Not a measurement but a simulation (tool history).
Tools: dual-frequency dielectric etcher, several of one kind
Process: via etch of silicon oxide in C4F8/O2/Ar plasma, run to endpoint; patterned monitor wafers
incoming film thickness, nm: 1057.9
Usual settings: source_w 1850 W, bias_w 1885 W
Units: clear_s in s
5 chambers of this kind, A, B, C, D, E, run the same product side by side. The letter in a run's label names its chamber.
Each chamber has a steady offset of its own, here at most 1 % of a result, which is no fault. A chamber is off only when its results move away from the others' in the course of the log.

| run | hour | source_w | bias_w | clear_s |
|---|---|---|---|---|
| 1A | 11.2 | 1850 | 1885 | 220.04 |
| 2C | 23.4 | 1850 | 1885 | 217.87 |
| 3D | 33.5 | 1850 | 1885 | 218.17 |
|  | 36.3 | chamber E: source power generator calibrated |
| 4E | 45.6 | 1850 | 1885 | 216.64 |
|  | 51.7 | chamber D: wet clean of the chamber |
|  | 57.5 | chamber C: bias power generator calibrated |
| 5B | 59.6 | 1850 | 1885 | 219.45 |
| 6D | 68.9 | 1850 | 1885 | 217.21 |
| 7A | 76.7 | 1850 | 1885 | 221.03 |
| 8E | 88.4 | 1850 | 1885 | 218.81 |
| 9B | 104.1 | 1850 | 1885 | 220.01 |
| 10C | 117.7 | 1850 | 1885 | 218.27 |
| 11E | 128.9 | 1850 | 1885 | 217.33 |
| 12C | 139.8 | 1850 | 1885 | 217.34 |
|  | 152.5 | chamber B: wet clean of the chamber |
| 13D | 153.8 | 1850 | 1885 | 218.89 |
| 14A | 167.7 | 1850 | 1885 | 220.09 |
|  | 171.5 | chamber B: bias power generator calibrated |
|  | 173.8 | chamber D: source power generator calibrated |
| 15B | 177.7 | 2110 | 1726 | 213.95 |
| 16C | 185.0 | 2110 | 1726 | 211.72 |
| 17A | 196.7 | 2110 | 1726 | 215.35 |
| 18B | 209.4 | 2110 | 1726 | 213.98 |
| 19E | 219.4 | 2110 | 1726 | 207.90 |
|  | 225.5 | chamber C: wet clean of the chamber |
| 20D | 232.1 | 1850 | 1885 | 219.50 |
| 21B | 239.5 | 1850 | 1885 | 219.18 |
| 22D | 247.1 | 1850 | 1885 | 217.66 |
| 23A | 260.9 | 1850 | 1885 | 221.44 |
| 24E | 275.4 | 1850 | 1885 | 211.56 |
| 25C | 289.6 | 1850 | 1885 | 217.66 |
| 26B | 304.4 | 1850 | 1885 | 219.79 |
|  | 314.0 | chamber A: wet clean of the chamber |
| 27C | 319.7 | 1850 | 1885 | 217.29 |
| 28A | 327.4 | 1850 | 1885 | 220.71 |
| 29E | 334.7 | 1850 | 1885 | 210.24 |
| 30D | 342.6 | 1850 | 1885 | 217.22 |
| 31B | 358.2 | 1850 | 1885 | 220.20 |

What goes on in this fleet: one chamber off, a drifting gauge, or nothing beyond the chambers' own small offsets? Name the chamber and the cause, if any.

Chamber E drifts away from the others.
Cause: etch rate over this chamber's usual, % = 4.75.

Here are 4 candidates for chamber E's next run, each the usual settings with a change, their results left as question marks. Which one brings its results back in line with what the others give on the usual settings?
In line means no further than this from the other chambers' mean on the usual settings: clear_s 2.70 s
| 32E-1 | 369.4 | 1620 | 1885 | ? |
| 32E-2 | 369.4 | 1780 | 1837 | ? |
| 32E-3 | 369.4 | 1850 | 2215 | ? |
| 32E-4 | 369.4 | 1850 | 2029 | ? |

The other chambers' mean on the usual settings: clear_s 219.45 s
| run | clear_s |
|---|---|
| 32E-1 | 220.51 |
| 32E-2 | 213.89 |
| 32E-3 | 199.62 |
| 32E-4 | 204.75 |
32E-1 brings the chamber back in line.

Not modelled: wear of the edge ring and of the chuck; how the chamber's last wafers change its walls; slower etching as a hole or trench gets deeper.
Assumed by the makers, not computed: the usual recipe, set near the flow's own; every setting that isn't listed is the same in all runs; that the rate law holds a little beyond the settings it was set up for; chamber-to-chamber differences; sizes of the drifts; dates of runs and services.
